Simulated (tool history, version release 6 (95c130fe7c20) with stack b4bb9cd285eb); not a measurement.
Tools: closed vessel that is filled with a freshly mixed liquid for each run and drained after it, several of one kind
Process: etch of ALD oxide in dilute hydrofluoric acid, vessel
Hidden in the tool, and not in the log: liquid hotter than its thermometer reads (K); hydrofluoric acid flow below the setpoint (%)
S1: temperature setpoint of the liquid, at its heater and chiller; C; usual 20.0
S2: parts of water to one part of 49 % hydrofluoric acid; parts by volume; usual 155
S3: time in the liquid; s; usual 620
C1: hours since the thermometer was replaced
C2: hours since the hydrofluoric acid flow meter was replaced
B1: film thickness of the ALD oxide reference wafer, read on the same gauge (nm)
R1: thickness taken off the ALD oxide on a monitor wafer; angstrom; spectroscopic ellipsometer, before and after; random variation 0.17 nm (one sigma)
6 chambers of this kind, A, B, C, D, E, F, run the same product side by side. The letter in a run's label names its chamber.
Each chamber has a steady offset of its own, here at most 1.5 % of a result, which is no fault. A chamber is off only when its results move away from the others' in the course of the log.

run,day,S1,S2,S3,C1,C2,B1,R1
1E,0.354,20.0,155,620,931.2,1441.2,100.010,318.41
2A,0.758,20.0,155,620,445.0,21.2,100.010,321.37
3F,0.988,20.0,155,620,916.4,274.0,99.994,321.07
4C,1.300,20.0,155,620,192.1,461.6,99.988,318.04
5B,1.571,20.0,155,620,332.3,67.5,100.010,314.83
6D,1.879,20.0,155,620,620.4,771.8,100.010,317.02
7C,2.162,20.0,155,620,212.8,482.3,99.987,317.49
8F,2.512,23.5,215,620,953.0,310.6,99.989,247.20
9A,2.867,23.5,215,620,495.6,71.8,100.010,246.74
10B,3.217,23.5,215,620,371.8,107.0,100.010,248.55
11E,3.562,23.5,215,620,1008.2,1518.2,99.978,246.61
12D,3.958,23.5,215,620,670.3,821.7,99.994,243.98
13E,4.204,23.5,215,620,1023.6,1533.6,100.010,247.50
14C,4.425,20.0,155,620,267.1,536.6,100.010,315.95
15A,4.729,20.0,155,620,540.3,116.5,100.020,321.17
16F,5.162,20.0,155,620,1016.6,374.2,99.991,322.45
17D,5.575,20.0,155,620,709.1,860.5,99.987,319.31
18B,5.942,20.0,155,620,437.2,172.4,99.978,318.83
19A,6.142,20.0,155,620,574.2,150.4,100.010,320.77
20B,6.496,20.0,155,620,450.5,185.7,99.995,318.65
21D,6.817,20.0,155,620,738.9,890.3,99.991,320.63
22E,7.096,20.0,155,620,1093.0,1603.0,100.000,328.44
23F,7.304,20.0,155,620,1068.0,425.6,100.020,319.95
24C,7.504,20.0,155,620,341.0,610.5,99.962,316.14
25D,7.917,22.0,185,620,765.3,916.7,100.010,278.27
26E,8.329,22.0,185,620,1122.6,1632.6,100.010,289.69
27C,8.546,22.0,185,620,366.0,635.5,99.994,276.63
28A,8.808,22.0,185,620,638.2,214.4,100.000,281.79
29B,9.112,22.0,185,620,513.3,248.5,100.010,280.85
30F,9.388,22.0,185,620,1118.0,475.6,99.990,283.55
# day 9.508: chamber E: hydrofluoric acid flow meter replaced
31B,9.796,20.0,155,620,529.7,264.9,100.000,319.70
32D,10.104,20.0,230,320,817.8,969.2,100.000,102.28
33F,10.504,20.0,230,320,1144.8,502.4,100.020,103.10
34C,10.821,20.0,230,320,420.6,690.1,100.010,103.13
35A,11.279,20.0,230,320,697.5,273.7,100.030,102.56
36E,11.675,20.0,230,320,1202.9,52.1,100.030,108.92
37C,11.904,20.0,230,320,446.6,716.1,99.989,102.78

What goes on in this fleet: one chamber off, a drifting gauge, or nothing beyond the chambers' own small offsets? Name the chamber and the cause, if any.

Chamber E drifts away from the others.
Cause: liquid hotter than its thermometer reads (K) = 1.68.

Here are 4 candidates for chamber E's next run, each the usual settings with a change, their results left as question marks. Which one brings its results back in line with what the others give on the usual settings?
In line means no further than this from the other chambers' mean on the usual settings: R1 5.80 angstrom
38E-1,12.238,20.0,160,620,,,,?
38E-2,12.238,21.0,155,620,,,,?
38E-3,12.238,20.0,150,640,,,,?
38E-4,12.238,20.0,165,620,,,,?

The other chambers' mean on the usual settings: R1 319.07 angstrom
run,R1
38E-1,329.05
38E-2,355.30
38E-3,366.56
38E-4,317.23
38E-4 brings the chamber back in line.
